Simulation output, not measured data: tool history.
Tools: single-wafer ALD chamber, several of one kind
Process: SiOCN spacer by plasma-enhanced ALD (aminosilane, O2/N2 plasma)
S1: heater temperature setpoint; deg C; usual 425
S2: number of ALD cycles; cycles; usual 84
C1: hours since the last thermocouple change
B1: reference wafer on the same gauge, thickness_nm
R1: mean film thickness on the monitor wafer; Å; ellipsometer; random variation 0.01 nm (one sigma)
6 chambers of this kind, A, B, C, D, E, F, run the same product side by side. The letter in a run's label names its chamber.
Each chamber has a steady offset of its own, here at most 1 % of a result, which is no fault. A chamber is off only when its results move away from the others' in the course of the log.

{"run": "1C", "hour": 8.7, "S1": 425, "S2": 84, "C1": 1698.9, "B1": 4.241, "R1": 47.079}
{"run": "2E", "hour": 24.4, "S1": 425, "S2": 84, "C1": 1208.5, "B1": 4.2392, "R1": 46.545}
{"run": "3A", "hour": 32.1, "S1": 425, "S2": 84, "C1": 1852.0, "B1": 4.2377, "R1": 46.746}
{"run": "4F", "hour": 41.9, "S1": 425, "S2": 84, "C1": 1530.6, "B1": 4.2379, "R1": 46.832}
{"run": "5B", "hour": 56.5, "S1": 425, "S2": 84, "C1": 2513.9, "B1": 4.2404, "R1": 46.643}
{"run": "6D", "hour": 65.4, "S1": 425, "S2": 84, "C1": 784.8, "B1": 4.2415, "R1": 47.027}
{"run": "7E", "hour": 76.2, "S1": 425, "S2": 84, "C1": 1260.3, "B1": 4.2401, "R1": 46.805}
{"run": "8D", "hour": 83.4, "S1": 436, "S2": 92, "C1": 802.8, "B1": 4.2399, "R1": 49.592}
{"run": "9F", "hour": 94.6, "S1": 436, "S2": 92, "C1": 1583.3, "B1": 4.2381, "R1": 49.356}
{"run": "10A", "hour": 106.2, "S1": 436, "S2": 92, "C1": 1926.1, "B1": 4.2408, "R1": 49.329}
{"hour": 109.9, "done": "chamber B: thermocouple changed; heater temperature recalibrated"}
{"hour": 114.0, "done": "chamber E: thermocouple changed; heater temperature recalibrated"}
{"run": "11B", "hour": 116.6, "S1": 436, "S2": 92, "C1": 6.7, "B1": 4.24, "R1": 49.235}
{"hour": 124.5, "done": "chamber C: thermocouple changed; heater temperature recalibrated"}
{"run": "12C", "hour": 126.7, "S1": 436, "S2": 92, "C1": 2.2, "B1": 4.2432, "R1": 49.757}
{"run": "13D", "hour": 140.3, "S1": 436, "S2": 92, "C1": 859.7, "B1": 4.2384, "R1": 49.538}
{"run": "14E", "hour": 155.1, "S1": 425, "S2": 84, "C1": 41.1, "B1": 4.2401, "R1": 46.584}
{"run": "15F", "hour": 170.7, "S1": 425, "S2": 84, "C1": 1659.4, "B1": 4.2406, "R1": 46.789}
{"hour": 178.9, "done": "chamber A: thermocouple changed; heater temperature recalibrated"}
{"run": "16A", "hour": 184.0, "S1": 425, "S2": 84, "C1": 5.2, "B1": 4.2404, "R1": 46.443}
{"run": "17C", "hour": 198.6, "S1": 425, "S2": 84, "C1": 74.1, "B1": 4.2407, "R1": 47.08}
{"run": "18B", "hour": 206.1, "S1": 425, "S2": 84, "C1": 96.2, "B1": 4.2392, "R1": 46.906}
{"run": "19B", "hour": 213.3, "S1": 425, "S2": 84, "C1": 103.4, "B1": 4.2369, "R1": 46.692}
{"hour": 219.6, "done": "chamber D: thermocouple changed; heater temperature recalibrated"}
{"run": "20C", "hour": 226.6, "S1": 425, "S2": 84, "C1": 102.1, "B1": 4.2391, "R1": 47.218}
{"run": "21F", "hour": 236.3, "S1": 425, "S2": 84, "C1": 1725.0, "B1": 4.2402, "R1": 46.866}
{"run": "22E", "hour": 247.1, "S1": 425, "S2": 84, "C1": 133.1, "B1": 4.2382, "R1": 46.668}
{"run": "23D", "hour": 254.3, "S1": 425, "S2": 84, "C1": 34.8, "B1": 4.2399, "R1": 46.905}
{"run": "24A", "hour": 266.7, "S1": 425, "S2": 84, "C1": 87.9, "B1": 4.2412, "R1": 46.449}
{"run": "25A", "hour": 278.6, "S1": 425, "S2": 84, "C1": 99.8, "B1": 4.2394, "R1": 46.39}
{"run": "26E", "hour": 290.2, "S1": 425, "S2": 84, "C1": 176.2, "B1": 4.2427, "R1": 46.593}
{"run": "27F", "hour": 305.3, "S1": 425, "S2": 84, "C1": 1794.0, "B1": 4.2391, "R1": 46.812}
{"run": "28B", "hour": 314.2, "S1": 425, "S2": 84, "C1": 204.3, "B1": 4.2404, "R1": 46.719}
{"run": "29D", "hour": 330.0, "S1": 425, "S2": 84, "C1": 110.5, "B1": 4.2398, "R1": 47.102}
{"run": "30C", "hour": 338.1, "S1": 425, "S2": 84, "C1": 213.6, "B1": 4.2423, "R1": 47.257}
{"run": "31C", "hour": 349.3, "S1": 425, "S2": 84, "C1": 224.8, "B1": 4.2394, "R1": 47.071}
{"run": "32F", "hour": 363.7, "S1": 425, "S2": 84, "C1": 1852.4, "B1": 4.2404, "R1": 46.865}
{"run": "33D", "hour": 376.9, "S1": 438, "S2": 76, "C1": 157.4, "B1": 4.2376, "R1": 40.816}
{"run": "34A", "hour": 386.8, "S1": 438, "S2": 76, "C1": 208.0, "B1": 4.2383, "R1": 40.2}
{"run": "35B", "hour": 394.9, "S1": 438, "S2": 76, "C1": 285.0, "B1": 4.2375, "R1": 40.38}
{"run": "36E", "hour": 410.4, "S1": 438, "S2": 76, "C1": 296.4, "B1": 4.2402, "R1": 40.457}
{"run": "37D", "hour": 420.8, "S1": 438, "S2": 76, "C1": 201.3, "B1": 4.2398, "R1": 40.864}
{"run": "38C", "hour": 429.4, "S1": 438, "S2": 76, "C1": 304.9, "B1": 4.2407, "R1": 40.809}
{"run": "39F", "hour": 441.3, "S1": 425, "S2": 84, "C1": 1930.0, "B1": 4.2401, "R1": 46.763}
{"run": "40A", "hour": 448.7, "S1": 425, "S2": 84, "C1": 269.9, "B1": 4.2409, "R1": 46.261}
{"run": "41E", "hour": 457.5, "S1": 425, "S2": 84, "C1": 343.5, "B1": 4.2401, "R1": 46.774}
{"run": "42B", "hour": 469.3, "S1": 425, "S2": 84, "C1": 359.4, "B1": 4.2391, "R1": 46.732}

Next, every chamber runs the same settings. What will each give?
{"run": "43A", "hour": 480.7, "S1": 436, "S2": 84, "R1": "?"}
{"run": "43B", "hour": 480.7, "S1": 436, "S2": 84, "R1": "?"}
{"run": "43C", "hour": 480.7, "S1": 436, "S2": 84, "R1": "?"}
{"run": "43D", "hour": 480.7, "S1": 436, "S2": 84, "R1": "?"}
{"run": "43E", "hour": 480.7, "S1": 436, "S2": 84, "R1": "?"}
{"run": "43F", "hour": 480.7, "S1": 436, "S2": 84, "R1": "?"}

run=43A R1=44.629
run=43B R1=45.253
run=43C R1=45.546
run=43D R1=45.377
run=43E R1=45.001
run=43F R1=45.165
